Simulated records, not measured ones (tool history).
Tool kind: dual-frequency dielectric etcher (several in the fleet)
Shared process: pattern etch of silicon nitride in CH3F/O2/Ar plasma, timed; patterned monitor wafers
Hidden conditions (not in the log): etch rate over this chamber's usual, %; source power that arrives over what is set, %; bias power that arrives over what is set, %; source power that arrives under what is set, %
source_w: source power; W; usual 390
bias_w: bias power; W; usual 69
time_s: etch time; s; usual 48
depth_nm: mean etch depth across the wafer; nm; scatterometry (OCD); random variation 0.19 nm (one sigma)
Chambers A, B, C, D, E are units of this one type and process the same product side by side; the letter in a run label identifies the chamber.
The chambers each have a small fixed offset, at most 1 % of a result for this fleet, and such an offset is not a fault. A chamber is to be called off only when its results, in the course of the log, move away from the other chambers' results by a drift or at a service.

run   hour  source_w  bias_w  time_s  hours since the last wet clean  hours since the last source power generator calibration  hours since the last bias power generator calibration  read-back reference wafer on the same gauge, depth_nm  depth_nm
 1A    9.3       390      69      48                            68.3                                                    696.0                                                  878.9                                                 36.005    32.858
 2B   16.6       390      69      48                           197.2                                                    966.4                                                  755.4                                                 36.059    32.679
 3C   22.5       390      69      48                           452.6                                                   3705.5                                                  832.0                                                 36.007    32.981
 4E   33.1       390      69      48                           178.4                                                   3648.0                                                 4198.5                                                 35.984    32.632
 5D   39.2       390      69      48                           264.2                                                   2104.2                                                 2177.3                                                 35.978    32.513
 6C   48.5       390      69      48                           478.6                                                   3731.5                                                  858.0                                                 35.944    32.575
 7B   55.1       390      69      48                           235.7                                                   1004.9                                                  793.9                                                 35.979    32.600
      56.0  -- chamber C: source power generator calibrated
 8E   63.5       390      69      48                           208.8                                                   3678.4                                                 4228.9                                                 36.011    32.641
 9A   72.6       350      69      48                           131.6                                                    759.3                                                  942.2                                                 36.012    31.275
10D   80.5       350      69      48                           305.5                                                   2145.5                                                 2218.6                                                 35.998    31.652
11C   85.6       350      69      48                           515.7                                                     29.6                                                  895.1                                                 35.949    31.198
12B   94.4       350      69      48                           275.0                                                   1044.2                                                  833.2                                                 35.932    31.241
13D  100.7       350      69      48                           325.7                                                   2165.7                                                 2238.8                                                 35.963    31.792
14E  105.6       390      69      48                           250.9                                                   3720.5                                                 4271.0                                                 36.008    32.213
15A  110.8       390      69      48                           169.8                                                    797.5                                                  980.4                                                 36.014    32.376
16E  116.5       390      69      54                           261.8                                                   3731.4                                                 4281.9                                                 35.997    36.491
17D  125.5       390      69      54                           350.5                                                   2190.5                                                 2263.6                                                 36.003    37.184
18C  135.7       390      69      54                           565.8                                                     79.7                                                  945.2                                                 36.002    37.128
19A  142.6       390      69      54                           201.6                                                    829.3                                                 1012.2                                                 35.992    37.360
20B  149.8       390      69      54                           330.4                                                   1099.6                                                  888.6                                                 35.956    36.665
21C  155.0       390      69      48                           585.1                                                     99.0                                                  964.5                                                 35.998    33.065
22E  160.2       390      69      48                           305.5                                                   3775.1                                                 4325.6                                                 35.984    32.550
     163.4  -- chamber E: wet clean of the chamber
23D  165.8       390      69      48                           390.8                                                   2230.8                                                 2303.9                                                 35.963    32.988
24B  171.6       390      69      48                           352.2                                                   1121.4                                                  910.4                                                 36.046    33.014
25A  181.5       390      69      48                           240.5                                                    868.2                                                 1051.1                                                 35.997    32.681
     191.3  -- chamber D: wet clean of the chamber
26B  191.8       390      69      48                           372.4                                                   1141.6                                                  930.6                                                 35.996    33.059
27E  198.6       390      69      48                            35.3                                                   3813.5                                                 4364.0                                                 36.055    32.622
28D  205.4       390      69      48                            14.2                                                   2270.4                                                 2343.5                                                 36.031    33.078
     210.0  -- chamber C: wet clean of the chamber
29C  214.5       390      69      48                             4.6                                                    158.5                                                 1024.0                                                 35.941    32.502
30A  224.2       390      69      48                           283.2                                                    910.9                                                 1093.8                                                 35.989    32.976
31A  229.8       390      69      48                           288.8                                                    916.5                                                 1099.4                                                 36.014    32.941
32B  238.5       390      69      48                           419.1                                                   1188.3                                                  977.3                                                 35.997    32.723
33D  243.8       450      61      48                            52.6                                                   2308.8                                                 2381.9                                                 35.990    33.236
34E  250.8       450      61      48                            87.5                                                   3865.7                                                 4416.2                                                 36.041    33.181
     255.8  -- chamber E: bias power generator calibrated
35C  257.0       450      61      48                            47.1                                                    201.0                                                 1066.5                                                 36.027    33.170
36E  266.3       450      61      48                           103.0                                                   3881.2                                                   10.5                                                 35.978    33.017
37A  275.2       450      61      48                           334.2                                                    961.9                                                 1144.8                                                 36.051    33.356
38C  283.7       390      69      48                            73.8                                                    227.7                                                 1093.2                                                 36.062    33.013

Is one chamber off against the others, does the gauge drift, or is nothing wrong? If a chamber is off, say which, and what the likeliest cause is.

The fleet is healthy, with each chamber sitting at its usual small offset and no drift in the gauge.
